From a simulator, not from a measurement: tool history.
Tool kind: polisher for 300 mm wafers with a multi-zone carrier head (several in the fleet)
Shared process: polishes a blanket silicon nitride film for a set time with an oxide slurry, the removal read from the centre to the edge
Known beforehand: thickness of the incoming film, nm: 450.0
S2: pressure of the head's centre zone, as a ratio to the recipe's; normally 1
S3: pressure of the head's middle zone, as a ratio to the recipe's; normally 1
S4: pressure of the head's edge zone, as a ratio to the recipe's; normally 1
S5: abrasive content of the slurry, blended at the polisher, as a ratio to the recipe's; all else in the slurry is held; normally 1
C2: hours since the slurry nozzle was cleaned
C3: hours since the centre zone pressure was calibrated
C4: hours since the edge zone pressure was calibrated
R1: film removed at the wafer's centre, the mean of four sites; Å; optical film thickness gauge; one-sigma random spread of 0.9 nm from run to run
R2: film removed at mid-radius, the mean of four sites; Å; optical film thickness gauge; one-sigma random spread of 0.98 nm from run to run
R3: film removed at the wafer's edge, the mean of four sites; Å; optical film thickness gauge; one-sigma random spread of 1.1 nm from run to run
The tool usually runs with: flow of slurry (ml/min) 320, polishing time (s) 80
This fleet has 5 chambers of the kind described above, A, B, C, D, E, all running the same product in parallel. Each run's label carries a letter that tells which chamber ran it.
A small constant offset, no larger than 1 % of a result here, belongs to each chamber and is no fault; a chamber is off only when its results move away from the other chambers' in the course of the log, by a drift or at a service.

Run 1B, hour 8: usual settings; wafers polished on this pad 673; C2 214.1; C3 135.8; C4 217.8. Result: R1 788.69 Å, R2 803.65 Å, R3 799.91 Å.
Run 2C, hour 15.7: usual settings; wafers polished on this pad 416; C2 28.8; C3 876.2; C4 415.5. Result: R1 808.52 Å, R2 803.06 Å, R3 770.54 Å.
Run 3D, hour 24.4: usual settings; wafers polished on this pad 1046; C2 429.9; C3 428.3; C4 308. Result: R1 801.81 Å, R2 802.87 Å, R3 821.48 Å.
At hour 27.4: chamber B: worn pad replaced by a new one.
Run 4E, hour 30.3: usual settings; wafers polished on this pad 1200; C2 157.3; C3 660.6; C4 455.9. Result: R1 796.16 Å, R2 787.76 Å, R3 784.1 Å.
At hour 35.3: chamber D: worn pad replaced by a new one.
Run 5A, hour 38.6: usual settings; wafers polished on this pad 458; C2 44.2; C3 487.8; C4 432.9. Result: R1 807.37 Å, R2 799.11 Å, R3 797.3 Å.
Run 6D, hour 48.9: usual settings; wafers polished on this pad 103; C2 454.4; C3 452.8; C4 332.5. Result: R1 802.55 Å, R2 788.78 Å, R3 799.43 Å.
Run 7B, hour 58.4: usual settings; wafers polished on this pad 234; C2 264.5; C3 186.2; C4 268.2. Result: R1 801.02 Å, R2 811.81 Å, R3 801.51 Å.
Run 8C, hour 65.1: usual settings; wafers polished on this pad 789; C2 78.2; C3 925.6; C4 464.9. Result: R1 803.72 Å, R2 785.77 Å, R3 784.77 Å.
Run 9E, hour 71.5: usual settings; wafers polished on this pad 1511; C2 198.5; C3 701.8; C4 497.1. Result: R1 784.63 Å, R2 804.27 Å, R3 796.24 Å.
Run 10A, hour 78.1: usual settings; wafers polished on this pad 757; C2 83.7; C3 527.3; C4 472.4. Result: R1 797.12 Å, R2 805.11 Å, R3 791.77 Å.
At hour 85.7: chamber A: edge zone pressure recalibrated.
Run 11C, hour 85.8: usual settings; wafers polished on this pad 945; C2 98.9; C3 946.3; C4 485.6. Result: R1 823 Å, R2 816.85 Å, R3 782.42 Å.
At hour 92.4: chamber C: edge zone pressure recalibrated.
Run 12B, hour 92.4: usual settings; wafers polished on this pad 491; C2 298.5; C3 220.2; C4 302.2. Result: R1 801.22 Å, R2 806.76 Å, R3 795.65 Å.
At hour 98.8: chamber E: slurry nozzle cleaned.
Run 13D, hour 100.7: usual settings; wafers polished on this pad 494; C2 506.2; C3 504.6; C4 384.3. Result: R1 816.16 Å, R2 808.9 Å, R3 809.77 Å.
Run 14E, hour 105.9: usual settings; wafers polished on this pad 1770; C2 7.1; C3 736.2; C4 531.5. Result: R1 789.74 Å, R2 805.39 Å, R3 779.93 Å.
At hour 111.4: chamber E: edge zone pressure recalibrated.
Run 15A, hour 116.6: usual settings; wafers polished on this pad 1047; C2 122.2; C3 565.8; C4 30.9. Result: R1 792.01 Å, R2 800.59 Å, R3 792.07 Å.
At hour 119.8: chamber A: worn pad replaced by a new one.
Run 16B, hour 122.3: usual settings; wafers polished on this pad 716; C2 328.4; C3 250.1; C4 332.1. Result: R1 785.82 Å, R2 802.8 Å, R3 793 Å.
At hour 125: chamber B: worn pad replaced by a new one.
Run 17D, hour 127.2: usual settings; wafers polished on this pad 694; C2 532.7; C3 531.1; C4 410.8. Result: R1 800.32 Å, R2 813.14 Å, R3 784.19 Å.
At hour 134: chamber C: centre zone pressure recalibrated.
Run 18C, hour 137.8: usual settings; wafers polished on this pad 1337; C2 150.9; C3 3.9; C4 45.5. Result: R1 789.79 Å, R2 818.49 Å, R3 792.44 Å.
At hour 140.1: chamber C: worn pad replaced by a new one.
Run 19A, hour 143.9: usual settings; wafers polished on this pad 182; C2 149.5; C3 593.1; C4 58.2. Result: R1 791.34 Å, R2 809.29 Å, R3 813.34 Å.
At hour 151: chamber D: edge zone pressure recalibrated.
Run 20E, hour 154.1: usual settings; wafers polished on this pad 2134; C2 55.3; C3 784.4; C4 42.7. Result: R1 770.87 Å, R2 784.09 Å, R3 760.78 Å.
Run 21E, hour 161.6: usual settings; wafers polished on this pad 2191; C2 62.8; C3 791.9; C4 50.2. Result: R1 768.58 Å, R2 767.2 Å, R3 773.12 Å.
At hour 169.6: chamber D: worn pad replaced by a new one.
Run 22B, hour 171.5: usual settings; wafers polished on this pad 350; C2 377.6; C3 299.3; C4 381.3. Result: R1 790.29 Å, R2 788.91 Å, R3 783.42 Å.
Run 23D, hour 177.1: usual settings; wafers polished on this pad 56; C2 582.6; C3 581; C4 26.1. Result: R1 804.78 Å, R2 808.29 Å, R3 790.14 Å.
Run 24A, hour 182.9: usual settings; wafers polished on this pad 476; C2 188.5; C3 632.1; C4 97.2. Result: R1 796.06 Å, R2 811.28 Å, R3 812.58 Å.
Run 25C, hour 188.5: usual settings; wafers polished on this pad 365; C2 201.6; C3 54.6; C4 96.2. Result: R1 804.15 Å, R2 805.83 Å, R3 789.44 Å.
Run 26A, hour 196.9: usual settings; wafers polished on this pad 582; C2 202.5; C3 646.1; C4 111.2. Result: R1 800.3 Å, R2 804.9 Å, R3 815.48 Å.
Run 27D, hour 201.8: usual settings; wafers polished on this pad 243; C2 607.3; C3 605.7; C4 50.8. Result: R1 805.22 Å, R2 783.35 Å, R3 789.82 Å.
Run 28B, hour 212.3: usual settings; wafers polished on this pad 658; C2 418.4; C3 340.1; C4 422.1. Result: R1 795.48 Å, R2 782.21 Å, R3 801.76 Å.
Run 29C, hour 220: usual settings but S3 0.96; wafers polished on this pad 603; C2 233.1; C3 86.1; C4 127.7. Result: R1 808.17 Å, R2 780.65 Å, R3 792.48 Å.
Run 30E, hour 227.3: usual settings but S3 0.96; wafers polished on this pad 2687; C2 128.5; C3 857.6; C4 115.9. Result: R1 728.31 Å, R2 708.4 Å, R3 733.31 Å.
Run 31C, hour 237.5: usual settings but S3 0.96; wafers polished on this pad 735; C2 250.6; C3 103.6; C4 145.2. Result: R1 797.83 Å, R2 787.25 Å, R3 794.91 Å.

Read the log: is a single chamber off, either drifting away or since a service, is the gauge that measures every chamber drifting, or is nothing wrong beyond small per-chamber offsets? Name any odd chamber and what most likely caused it.

Chamber E drifts away from the others.
Likeliest cause: removal rate lost through wear of the pad, % = 7.92.

Below are 4 candidate recipes for chamber E's next run, each the usual settings with a change, their results shown as question marks. Which of them brings E's results back in line with what the other chambers give on the usual settings?
In line here means within this much of the mean the other chambers give on the usual settings: R1 31 Å; R2 34 Å; R3 39 Å
Run 32E-1, hour 245.1: usual settings but S3 0.99, polishing time (s) 74. Result: R1 ?, R2 ?, R3 ?.
Run 32E-2, hour 245.1: usual settings but flow of slurry (ml/min) 325, S3 1.01, S5 1.05, polishing time (s) 91. Result: R1 ?, R2 ?, R3 ?.
Run 32E-3, hour 245.1: usual settings but S3 1.01, polishing time (s) 86. Result: R1 ?, R2 ?, R3 ?.
Run 32E-4, hour 245.1: usual settings but flow of slurry (ml/min) 315, S3 0.99, S5 0.95, polishing time (s) 71. Result: R1 ?, R2 ?, R3 ?.

Mean of the other chambers on the usual settings: R1 798.89 Å; R2 802.45 Å; R3 797.51 Å
  run      R1      R2      R3
32E-1   678.4  665.52  671.82
32E-2  853.98  853.26   844.9
32E-3  788.54  787.98  780.54
32E-4  634.84  622.88  629.01
The answer is 32E-3, which returns the chamber to within the allowed miss of the others.
